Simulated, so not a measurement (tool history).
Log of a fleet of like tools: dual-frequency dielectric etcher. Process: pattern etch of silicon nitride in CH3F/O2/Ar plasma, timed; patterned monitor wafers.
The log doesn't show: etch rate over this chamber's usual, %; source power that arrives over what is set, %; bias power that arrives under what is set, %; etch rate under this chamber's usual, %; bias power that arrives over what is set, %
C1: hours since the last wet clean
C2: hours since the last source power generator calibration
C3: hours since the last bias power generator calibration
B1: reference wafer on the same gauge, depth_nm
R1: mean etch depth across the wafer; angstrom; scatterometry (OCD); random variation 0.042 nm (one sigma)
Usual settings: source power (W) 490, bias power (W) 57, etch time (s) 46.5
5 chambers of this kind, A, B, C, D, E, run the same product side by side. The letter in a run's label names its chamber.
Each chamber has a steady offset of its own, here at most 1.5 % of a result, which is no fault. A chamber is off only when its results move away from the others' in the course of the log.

run 1B hour=11.0 | source_power_(W)=490 bias_power_(W)=57 etch_time_(s)=46.5 | C1=378.0 C2=858.2 C3=2998.9 | B1=33.916 | R1=329.14
run 2D hour=21.6 | source_power_(W)=490 bias_power_(W)=57 etch_time_(s)=46.5 | C1=66.6 C2=1829.9 C3=36.8 | B1=33.914 | R1=326.48
run 3C hour=34.7 | source_power_(W)=490 bias_power_(W)=57 etch_time_(s)=46.5 | C1=354.5 C2=395.4 C3=178.1 | B1=33.910 | R1=329.12
run 4A hour=47.6 | source_power_(W)=490 bias_power_(W)=57 etch_time_(s)=46.5 | C1=353.6 C2=312.8 C3=3382.5 | B1=33.931 | R1=321.26
run 5E hour=54.7 | source_power_(W)=490 bias_power_(W)=57 etch_time_(s)=46.5 | C1=409.0 C2=3147.0 C3=1556.0 | B1=33.925 | R1=325.51
run 6D hour=67.2 | source_power_(W)=490 bias_power_(W)=57 etch_time_(s)=46.5 | C1=112.2 C2=1875.5 C3=82.4 | B1=33.932 | R1=326.36
run 7A hour=80.0 | source_power_(W)=490 bias_power_(W)=57 etch_time_(s)=46.5 | C1=386.0 C2=345.2 C3=3414.9 | B1=33.944 | R1=321.43
run 8B hour=89.7 | source_power_(W)=490 bias_power_(W)=57 etch_time_(s)=46.5 | C1=456.7 C2=936.9 C3=3077.6 | B1=33.942 | R1=329.98
run 9E hour=100.9 | source_power_(W)=490 bias_power_(W)=57 etch_time_(s)=46.5 | C1=455.2 C2=3193.2 C3=1602.2 | B1=33.951 | R1=325.70
-- hour=112.9 chamber B: wet clean of the chamber
run 10C hour=116.0 | source_power_(W)=490 bias_power_(W)=57 etch_time_(s)=46.5 | C1=435.8 C2=476.7 C3=259.4 | B1=33.963 | R1=327.65
run 11B hour=126.8 | source_power_(W)=490 bias_power_(W)=57 etch_time_(s)=46.5 | C1=13.9 C2=974.0 C3=3114.7 | B1=33.961 | R1=330.73
run 12E hour=137.1 | source_power_(W)=410 bias_power_(W)=57 etch_time_(s)=46.5 | C1=491.4 C2=3229.4 C3=1638.4 | B1=33.970 | R1=304.25
-- hour=145.8 chamber E: wet clean of the chamber
run 13C hour=150.5 | source_power_(W)=410 bias_power_(W)=57 etch_time_(s)=46.5 | C1=470.3 C2=511.2 C3=293.9 | B1=33.967 | R1=306.36
run 14D hour=163.2 | source_power_(W)=410 bias_power_(W)=57 etch_time_(s)=46.5 | C1=208.2 C2=1971.5 C3=178.4 | B1=33.978 | R1=305.10
run 15A hour=176.9 | source_power_(W)=410 bias_power_(W)=57 etch_time_(s)=46.5 | C1=482.9 C2=442.1 C3=3511.8 | B1=33.969 | R1=300.16
run 16B hour=188.4 | source_power_(W)=410 bias_power_(W)=57 etch_time_(s)=46.5 | C1=75.5 C2=1035.6 C3=3176.3 | B1=33.994 | R1=308.41
run 17D hour=199.6 | source_power_(W)=490 bias_power_(W)=57 etch_time_(s)=46.5 | C1=244.6 C2=2007.9 C3=214.8 | B1=33.991 | R1=326.87
run 18C hour=208.4 | source_power_(W)=490 bias_power_(W)=57 etch_time_(s)=46.5 | C1=528.2 C2=569.1 C3=351.8 | B1=33.992 | R1=328.33
run 19A hour=221.8 | source_power_(W)=490 bias_power_(W)=57 etch_time_(s)=46.5 | C1=527.8 C2=487.0 C3=3556.7 | B1=34.002 | R1=321.85
run 20E hour=229.3 | source_power_(W)=490 bias_power_(W)=57 etch_time_(s)=46.5 | C1=83.5 C2=3321.6 C3=1730.6 | B1=34.000 | R1=326.33
-- hour=237.3 chamber E: source power generator calibrated
run 21E hour=241.8 | source_power_(W)=490 bias_power_(W)=57 etch_time_(s)=46.5 | C1=96.0 C2=4.6 C3=1743.1 | B1=34.005 | R1=326.28
-- hour=250.0 chamber C: wet clean of the chamber
run 22C hour=252.1 | source_power_(W)=490 bias_power_(W)=57 etch_time_(s)=46.5 | C1=2.1 C2=612.8 C3=395.5 | B1=34.011 | R1=329.77
run 23D hour=267.6 | source_power_(W)=490 bias_power_(W)=57 etch_time_(s)=46.5 | C1=312.6 C2=2075.9 C3=282.8 | B1=34.030 | R1=327.23
run 24A hour=275.4 | source_power_(W)=490 bias_power_(W)=57 etch_time_(s)=46.5 | C1=581.4 C2=540.6 C3=3610.3 | B1=34.023 | R1=321.98
-- hour=278.4 chamber A: wet clean of the chamber
run 25B hour=289.0 | source_power_(W)=490 bias_power_(W)=57 etch_time_(s)=46.5 | C1=176.1 C2=1136.2 C3=3276.9 | B1=34.034 | R1=331.02
run 26D hour=297.8 | source_power_(W)=490 bias_power_(W)=57 etch_time_(s)=46.5 | C1=342.8 C2=2106.1 C3=313.0 | B1=34.049 | R1=327.00
run 27C hour=310.1 | source_power_(W)=490 bias_power_(W)=57 etch_time_(s)=46.5 | C1=60.1 C2=670.8 C3=453.5 | B1=34.049 | R1=328.95
run 28E hour=319.4 | source_power_(W)=490 bias_power_(W)=57 etch_time_(s)=46.5 | C1=173.6 C2=82.2 C3=1820.7 | B1=34.060 | R1=326.31
-- hour=322.3 chamber A: bias power generator calibrated
run 29B hour=330.8 | source_power_(W)=490 bias_power_(W)=57 etch_time_(s)=46.5 | C1=217.9 C2=1178.0 C3=3318.7 | B1=34.054 | R1=331.29
run 30A hour=345.5 | source_power_(W)=490 bias_power_(W)=57 etch_time_(s)=46.5 | C1=67.2 C2=610.7 C3=23.3 | B1=34.051 | R1=323.23
run 31B hour=352.7 | source_power_(W)=490 bias_power_(W)=57 etch_time_(s)=46.5 | C1=239.8 C2=1199.9 C3=3340.6 | B1=34.071 | R1=332.25
run 32D hour=365.0 | source_power_(W)=600 bias_power_(W)=57 etch_time_(s)=42.0 | C1=410.0 C2=2173.3 C3=380.2 | B1=34.072 | R1=320.63
run 33C hour=372.3 | source_power_(W)=600 bias_power_(W)=57 etch_time_(s)=42.0 | C1=122.3 C2=733.0 C3=515.7 | B1=34.074 | R1=322.48

Is one chamber off against the others, does the gauge drift, or is nothing wrong? If a chamber is off, say which, and what the likeliest cause is.

The gauge drifts, so all chambers seem to drift together. No chamber is off.
Cause: gauge reads high (%) = 0.527.
